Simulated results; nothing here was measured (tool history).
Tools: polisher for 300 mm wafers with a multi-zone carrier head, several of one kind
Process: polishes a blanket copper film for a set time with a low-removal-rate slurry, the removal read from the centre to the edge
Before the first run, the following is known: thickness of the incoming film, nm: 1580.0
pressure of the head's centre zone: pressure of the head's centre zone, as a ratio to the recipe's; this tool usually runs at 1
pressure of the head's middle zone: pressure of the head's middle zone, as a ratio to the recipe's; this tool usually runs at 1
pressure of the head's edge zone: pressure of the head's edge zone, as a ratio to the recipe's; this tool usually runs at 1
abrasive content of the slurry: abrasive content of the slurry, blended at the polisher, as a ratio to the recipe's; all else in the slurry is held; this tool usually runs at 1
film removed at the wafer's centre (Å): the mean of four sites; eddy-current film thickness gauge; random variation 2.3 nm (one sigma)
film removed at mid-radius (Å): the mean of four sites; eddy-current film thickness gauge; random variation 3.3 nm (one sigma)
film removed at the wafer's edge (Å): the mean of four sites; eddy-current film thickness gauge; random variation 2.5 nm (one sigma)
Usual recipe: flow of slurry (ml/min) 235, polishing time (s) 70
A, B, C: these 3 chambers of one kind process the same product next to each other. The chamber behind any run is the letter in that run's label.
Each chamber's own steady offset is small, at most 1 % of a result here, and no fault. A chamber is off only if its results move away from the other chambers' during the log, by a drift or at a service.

run	day	flow of slurry (ml/min)	pressure of the head's centre zone	pressure of the head's middle zone	pressure of the head's edge zone	abrasive content of the slurry	polishing time (s)	wafers polished on this pad	hours since the slurry nozzle was cleaned	hours since the centre zone pressure was calibrated	hours since the edge zone pressure was calibrated	film removed at the wafer's centre (Å)	film removed at mid-radius (Å)	film removed at the wafer's edge (Å)
1A	0.354	235	1	1	1	1	70	501	227.9	1040.4	669.4	2345.5	2384.8	2406.5
2B	0.812	235	1	1	1	1	70	974	33.7	232.9	1132.5	2346.4	2393.9	2386.7
3C	1.221	235	1	1	1	1	70	566	332.2	229	97	2369.3	2315.9	2357.8
4B	1.729	235	1	1	1	1	70	1229	55.7	254.9	1154.5	2384.2	2396.7	2378.8
# day 1.992: chamber B: worn pad replaced by a new one
5A	2.375	235	1	1	1	1	70	1064	276.4	1088.9	717.9	2369.4	2309	2371.2
# day 2.658: chamber A: worn pad replaced by a new one
6C	3	235	1	1	1	1	70	1062	374.9	271.7	139.7	2387.5	2346.8	2369.9
# day 3.133: chamber C: worn pad replaced by a new one
# day 3.212: chamber B: edge zone pressure recalibrated
7A	3.546	235	1	1	1	1	70	247	304.5	1117	746	2374.4	2326.5	2383.5
8B	4.096	235	1	1	1	1	70	586	112.5	311.7	21.3	2377.5	2349.3	2423.5
# day 4.4: chamber A: centre zone pressure recalibrated
9C	4.708	235	1	1	1	1	70	438	415.9	312.7	180.7	2420.2	2355.3	2397.2
10A	5.225	235	1	1	1	1	70	714	344.8	19.9	786.3	2363.5	2335.7	2379.6
11B	5.638	235	1	1	1	1	70	1015	149.5	348.7	58.3	2345.2	2366.2	2359.9
12C	6.208	235	1	1	1	1	70	856	451.9	348.7	216.7	2454.9	2282.5	2374.1
# day 6.217: chamber C: slurry nozzle cleaned
# day 6.546: chamber A: worn pad replaced by a new one
13A	6.546	235	1	1	1	1	70	1	376.5	51.6	818	2321.5	2368.5	2385.1
14C	6.917	235	1	1	1	1	70	1053	16.9	365.7	233.7	2439.4	2331.3	2338
# day 6.962: chamber C: worn pad replaced by a new one
15B	7.254	235	1	1	1	0.85	70	1465	188.3	387.5	97.1	2310.9	2240.5	2293.6
# day 7.283: chamber B: worn pad replaced by a new one
16A	7.712	235	1	1	1	0.85	70	325	404.5	79.6	846	2245.2	2277.2	2277.5
# day 8.233: chamber B: centre zone pressure recalibrated
17C	8.233	235	1	1	1	0.85	70	354	48.5	397.3	265.3	2386.3	2296.7	2282.7
18B	8.871	235	1	1	1	1	70	442	227.1	15.4	135.9	2373.7	2360	2335.8
# day 9.05: chamber C: edge zone pressure recalibrated
19A	9.221	235	1	1	1	1	70	745	440.7	115.8	882.2	2331	2303.9	2346.9
20B	9.567	155	1	1	1	1.1	70	636	243.8	32.1	152.6	2212.2	2274.9	2351.3
21C	9.975	155	1	1	1	1.1	70	839	90.3	439.1	22.3	2353.3	2251	2312.9
22A	10.433	155	1	1	1	1.1	70	1083	469.8	144.9	911.3	2206.6	2229.8	2314.8
# day 10.471: chamber C: worn pad replaced by a new one
# day 10.5: chamber A: worn pad replaced by a new one
23B	10.992	235	1	1	1	1	70	1032	278	66.3	186.8	2346	2380.6	2395.7
24C	11.408	235	1	1	1	1	70	262	124.7	473.5	56.7	2459.5	2287.8	2406.1
# day 11.938: chamber B: worn pad replaced by a new one
25A	11.988	235	1	1	1	1	70	414	507.1	182.2	948.6	2401	2319.1	2380.6
26C	12.483	235	1	1	1	1	70	561	150.5	499.3	82.5	2520.3	2304.1	2423.7
27B	12.908	235	1	1	0.95	1	70	270	324	112.3	232.8	2359.8	2323.6	2277.9
28A	13.479	235	1	1	0.95	1	70	829	542.9	218	984.4	2349.1	2385.1	2281.3
29B	14.033	235	1	1	0.95	1	70	583	351	139.3	259.8	2349.5	2340.1	2299.7
# day 14.212: chamber C: worn pad replaced by a new one
30C	14.362	235	1	1	1	1	70	42	195.6	544.4	127.6	2527.5	2314.6	2309.6
31C	14.754	235	1	1	1	1	70	151	205	553.8	137	2588.7	2328.2	2378.7
# day 14.821: chamber A: worn pad replaced by a new one
32A	15.279	235	1	1	1	1	70	128	586.1	261.2	1027.6	2354.6	2317.8	2353.2
33B	15.788	235	1	1	1	1	70	1072	393.1	181.4	301.9	2357.7	2367.3	2358.2
34C	16.158	235	1	1	1	1	70	541	238.7	587.5	170.7	2538.3	2374.5	2343.2
# day 16.371: chamber B: worn pad replaced by a new one
35B	16.833	235	1	1	1	1	70	128	418.2	206.5	327	2384.4	2389.2	2340.6
36A	17.342	265	1	1	1	1	70	702	635.6	310.7	1077.1	2370.3	2489.4	2381.1
37B	17.862	265	1	1	1	1	70	415	442.9	231.2	351.7	2393.4	2379.4	2363.2
# day 17.883: chamber C: worn pad replaced by a new one
38C	18.367	265	1	1	1	1	70	135	291.7	640.5	223.7	2644.2	2383.8	2402.5

All chambers now run identical settings, listed one chamber a line with results as question marks. What results will each chamber show?
39A	18.862	235	1	1	1	1	70					?	?	?
39B	18.862	235	1	1	1	1	70					?	?	?
39C	18.862	235	1	1	1	1	70					?	?	?

run	film removed at the wafer's centre (Å)	film removed at mid-radius (Å)	film removed at the wafer's edge (Å)
39A	2313.4	2354.7	2374.5
39B	2352.1	2374.4	2397.1
39C	2558.1	2312.6	2365.3

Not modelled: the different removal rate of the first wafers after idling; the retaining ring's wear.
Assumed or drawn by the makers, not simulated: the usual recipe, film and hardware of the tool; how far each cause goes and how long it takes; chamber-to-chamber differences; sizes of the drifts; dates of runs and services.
